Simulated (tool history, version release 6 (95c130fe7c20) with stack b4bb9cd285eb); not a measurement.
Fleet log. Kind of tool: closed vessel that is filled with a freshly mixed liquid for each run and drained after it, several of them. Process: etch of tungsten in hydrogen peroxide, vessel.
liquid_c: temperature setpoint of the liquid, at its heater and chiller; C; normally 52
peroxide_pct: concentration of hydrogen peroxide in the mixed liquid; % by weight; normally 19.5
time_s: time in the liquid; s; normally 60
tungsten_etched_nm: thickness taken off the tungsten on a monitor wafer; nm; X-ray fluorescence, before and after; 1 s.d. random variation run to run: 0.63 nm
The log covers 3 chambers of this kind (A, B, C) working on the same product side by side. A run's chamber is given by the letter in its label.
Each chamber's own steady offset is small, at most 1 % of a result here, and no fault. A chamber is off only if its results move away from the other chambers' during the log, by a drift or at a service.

| run | hour | liquid_c | peroxide_pct | time_s | hours since the thermometer was replaced | hours since the peroxide flow meter was replaced | hours since the drum of peroxide was connected | read-back film thickness of the tungsten reference wafer, read on the same gauge (nm) | tungsten_etched_nm |
|---|---|---|---|---|---|---|---|---|---|
| 1C | 7 | 52 | 19.5 | 60 | 307.2 | 1413 | 742.5 | 70.016 | 74.596 |
|  | 13.2 | chamber A: new drum of peroxide connected |
| 2B | 19.4 | 52 | 19.5 | 60 | 1210.3 | 882.5 | 1143.9 | 70.003 | 74.213 |
| 3A | 31 | 52 | 19.5 | 60 | 938 | 191.1 | 17.9 | 69.993 | 73.896 |
| 4C | 46.3 | 52 | 19.5 | 60 | 346.5 | 1452.3 | 781.8 | 69.996 | 74.861 |
| 5B | 59.6 | 52 | 19.5 | 60 | 1250.5 | 922.7 | 1184.1 | 69.999 | 74.515 |
| 6A | 70.1 | 52 | 19.5 | 60 | 977.1 | 230.2 | 57 | 70.02 | 73.172 |
| 7B | 85.7 | 52 | 19.5 | 60 | 1276.6 | 948.8 | 1210.2 | 69.968 | 74.028 |
| 8A | 96.3 | 52 | 19.5 | 60 | 1003.3 | 256.4 | 83.2 | 69.974 | 74.501 |
| 9C | 107.1 | 52 | 19.5 | 60 | 407.3 | 1513.1 | 842.6 | 70.001 | 75.181 |
|  | 116.3 | chamber B: thermometer replaced |
| 10B | 120.1 | 52 | 19.5 | 60 | 3.9 | 983.2 | 1244.6 | 69.98 | 73.537 |
| 11A | 130 | 52 | 19.5 | 60 | 1037 | 290.1 | 116.9 | 70.003 | 73.959 |
| 12C | 137.2 | 52 | 19.5 | 60 | 437.4 | 1543.2 | 872.7 | 69.984 | 75.759 |
|  | 142.3 | chamber C: peroxide flow meter replaced |
| 13B | 153 | 52 | 19.5 | 60 | 36.8 | 1016.1 | 1277.5 | 69.965 | 73.861 |
|  | 163.1 | chamber B: new drum of peroxide connected |
| 14C | 168.3 | 60.5 | 19.5 | 60 | 468.5 | 26.1 | 903.8 | 70.029 | 127.96 |
| 15A | 181.8 | 60.5 | 19.5 | 60 | 1088.8 | 341.9 | 168.7 | 70 | 121.14 |
| 16C | 194.6 | 60.5 | 19.5 | 60 | 494.8 | 52.4 | 930.1 | 70.003 | 126.1 |
| 17A | 204.2 | 52 | 19.5 | 60 | 1111.2 | 364.3 | 191.1 | 70.004 | 73.36 |
| 18B | 217.4 | 52 | 19.5 | 60 | 101.2 | 1080.5 | 54.4 | 69.965 | 74.972 |
| 19C | 229.2 | 52 | 19.5 | 60 | 529.4 | 87 | 964.7 | 69.951 | 77.166 |
| 20A | 239.7 | 52 | 19.5 | 60 | 1146.7 | 399.8 | 226.6 | 70.025 | 72.552 |
| 21B | 249.4 | 52 | 19.5 | 60 | 133.2 | 1112.5 | 86.4 | 69.99 | 75.015 |
| 22C | 262.1 | 52 | 19.5 | 60 | 562.3 | 119.9 | 997.6 | 69.996 | 78.66 |
| 23A | 276.4 | 52 | 19.5 | 60 | 1183.4 | 436.5 | 263.3 | 70.014 | 73.171 |
| 24B | 283.4 | 52 | 19.5 | 60 | 167.2 | 1146.5 | 120.4 | 69.982 | 75.344 |
| 25C | 294.7 | 52 | 19.5 | 60 | 594.9 | 152.5 | 1030.2 | 70.028 | 77.725 |
| 26A | 310.5 | 44 | 19.5 | 80 | 1217.5 | 470.6 | 297.4 | 69.98 | 60.744 |
|  | 318 | chamber A: peroxide flow meter replaced |
| 27B | 321.2 | 44 | 19.5 | 80 | 205 | 1184.3 | 158.2 | 70.002 | 60.558 |
| 28B | 334.5 | 44 | 19.5 | 80 | 218.3 | 1197.6 | 171.5 | 70.019 | 60.96 |
| 29A | 349.6 | 52 | 19.5 | 60 | 1256.6 | 31.7 | 336.5 | 70.02 | 72.944 |
| 30C | 361.9 | 52 | 19.5 | 60 | 662.1 | 219.7 | 1097.4 | 70.005 | 78.546 |
| 31A | 371.8 | 52 | 19.5 | 60 | 1278.8 | 53.9 | 358.7 | 70.003 | 73.858 |
| 32B | 384.8 | 52 | 19.5 | 60 | 268.6 | 1247.9 | 221.8 | 69.982 | 74.046 |
| 33C | 395.2 | 52 | 19.5 | 60 | 695.4 | 253 | 1130.7 | 69.98 | 80.192 |
| 34A | 402.1 | 52 | 19.5 | 60 | 1309.1 | 84.2 | 389 | 69.977 | 73.526 |
| 35C | 414.7 | 52 | 19.5 | 60 | 714.9 | 272.5 | 1150.2 | 69.994 | 81.087 |
| 36B | 423.2 | 52 | 19.5 | 60 | 307 | 1286.3 | 260.2 | 69.985 | 73.746 |
| 37C | 438.7 | 52 | 19.5 | 60 | 738.9 | 296.5 | 1174.2 | 69.998 | 81.679 |
|  | 444 | chamber B: peroxide flow meter replaced |
| 38B | 454.3 | 52 | 19.5 | 60 | 338.1 | 10.4 | 291.3 | 69.985 | 74.437 |
| 39A | 466.6 | 52 | 19.5 | 60 | 1373.6 | 148.7 | 453.5 | 69.995 | 73.684 |
| 40C | 481.3 | 52 | 19.5 | 60 | 781.5 | 339.1 | 1216.8 | 70.018 | 82.869 |
|  | 489.7 | chamber A: thermometer replaced |
| 41B | 494.9 | 52 | 19.5 | 60 | 378.7 | 51 | 331.9 | 70.007 | 74.765 |
|  | 499.2 | chamber C: new drum of peroxide connected |
| 42A | 502.8 | 47.5 | 19.5 | 60 | 13.2 | 184.9 | 489.7 | 70.018 | 55.659 |
| 43C | 517.5 | 47.5 | 19.5 | 60 | 817.7 | 375.3 | 18.4 | 69.991 | 61.726 |
|  | 529.6 | chamber A: new drum of peroxide connected |
| 44A | 531.9 | 47.5 | 19.5 | 60 | 42.3 | 214 | 2.4 | 70.021 | 55.344 |

Each of the 3 chambers runs these same settings next. Fill in every chamber's results:
| 45A | 543.3 | 52 | 19.5 | 40 |  |  |  |  | ? |
| 45B | 543.3 | 52 | 19.5 | 40 |  |  |  |  | ? |
| 45C | 543.3 | 52 | 19.5 | 40 |  |  |  |  | ? |

| run | tungsten_etched_nm |
|---|---|
| 45A | 49.491 |
| 45B | 49.561 |
| 45C | 54.555 |
